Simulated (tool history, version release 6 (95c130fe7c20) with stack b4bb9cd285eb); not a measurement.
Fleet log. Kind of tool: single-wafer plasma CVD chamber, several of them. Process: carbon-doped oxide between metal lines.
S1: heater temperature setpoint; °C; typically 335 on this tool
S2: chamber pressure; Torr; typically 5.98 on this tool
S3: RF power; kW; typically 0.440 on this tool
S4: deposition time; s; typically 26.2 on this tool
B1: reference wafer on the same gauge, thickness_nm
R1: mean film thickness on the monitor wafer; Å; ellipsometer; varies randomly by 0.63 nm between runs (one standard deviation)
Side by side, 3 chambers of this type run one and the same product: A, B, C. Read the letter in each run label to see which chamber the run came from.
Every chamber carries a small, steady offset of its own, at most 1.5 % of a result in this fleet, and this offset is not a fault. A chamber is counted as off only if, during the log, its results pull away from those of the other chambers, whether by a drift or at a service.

run 1C day=0.462 | S1=335 S2=5.98 S3=0.440 S4=26.2 | B1=120.01 | R1=1309.0
run 2A day=0.696 | S1=335 S2=5.98 S3=0.440 S4=26.2 | B1=119.92 | R1=1340.8
run 3B day=0.988 | S1=335 S2=5.98 S3=0.440 S4=26.2 | B1=119.92 | R1=1307.7
run 4C day=1.292 | S1=335 S2=5.98 S3=0.440 S4=26.2 | B1=120.05 | R1=1317.8
run 5B day=1.675 | S1=335 S2=5.98 S3=0.440 S4=26.2 | B1=120.03 | R1=1307.9
run 6A day=1.967 | S1=335 S2=5.98 S3=0.440 S4=26.2 | B1=120.18 | R1=1331.4
run 7B day=2.367 | S1=335 S2=5.98 S3=0.440 S4=26.2 | B1=119.97 | R1=1301.1
run 8C day=2.638 | S1=348 S2=5.98 S3=0.440 S4=26.2 | B1=120.06 | R1=1255.0
run 9A day=3.021 | S1=348 S2=5.98 S3=0.440 S4=26.2 | B1=119.86 | R1=1283.4
run 10A day=3.354 | S1=348 S2=5.98 S3=0.440 S4=26.2 | B1=120.08 | R1=1291.2
run 11B day=3.792 | S1=340 S2=7.43 S3=0.440 S4=26.2 | B1=120.05 | R1=1303.0
run 12C day=4.012 | S1=340 S2=7.43 S3=0.440 S4=26.2 | B1=119.96 | R1=1293.6
run 13C day=4.292 | S1=340 S2=7.43 S3=0.440 S4=26.2 | B1=119.88 | R1=1295.6
run 14A day=4.712 | S1=335 S2=5.98 S3=0.440 S4=26.2 | B1=120.08 | R1=1341.6
run 15B day=5.008 | S1=335 S2=5.98 S3=0.440 S4=26.2 | B1=119.96 | R1=1312.9
run 16A day=5.458 | S1=335 S2=5.98 S3=0.380 S4=26.2 | B1=120.02 | R1=1193.6
run 17C day=5.733 | S1=335 S2=5.98 S3=0.380 S4=26.2 | B1=119.94 | R1=1155.0
run 18B day=5.967 | S1=335 S2=5.98 S3=0.380 S4=26.2 | B1=120.03 | R1=1175.7
run 19A day=6.279 | S1=335 S2=4.95 S3=0.520 S4=26.2 | B1=120.07 | R1=1460.9
run 20B day=6.612 | S1=335 S2=4.95 S3=0.520 S4=26.2 | B1=119.99 | R1=1435.8
run 21C day=7.050 | S1=335 S2=4.95 S3=0.520 S4=26.2 | B1=120.14 | R1=1397.6
run 22C day=7.467 | S1=335 S2=5.98 S3=0.440 S4=26.2 | B1=120.19 | R1=1274.1

Each of the 3 chambers runs these same settings next. Fill in every chamber's results:
run 23A day=7.804 | S1=335 S2=5.98 S3=0.440 S4=26.2 | R1=?
run 23B day=7.804 | S1=335 S2=5.98 S3=0.440 S4=26.2 | R1=?
run 23C day=7.804 | S1=335 S2=5.98 S3=0.440 S4=26.2 | R1=?

run=23A R1=1339.4
run=23B R1=1312.6
run=23C R1=1262.2

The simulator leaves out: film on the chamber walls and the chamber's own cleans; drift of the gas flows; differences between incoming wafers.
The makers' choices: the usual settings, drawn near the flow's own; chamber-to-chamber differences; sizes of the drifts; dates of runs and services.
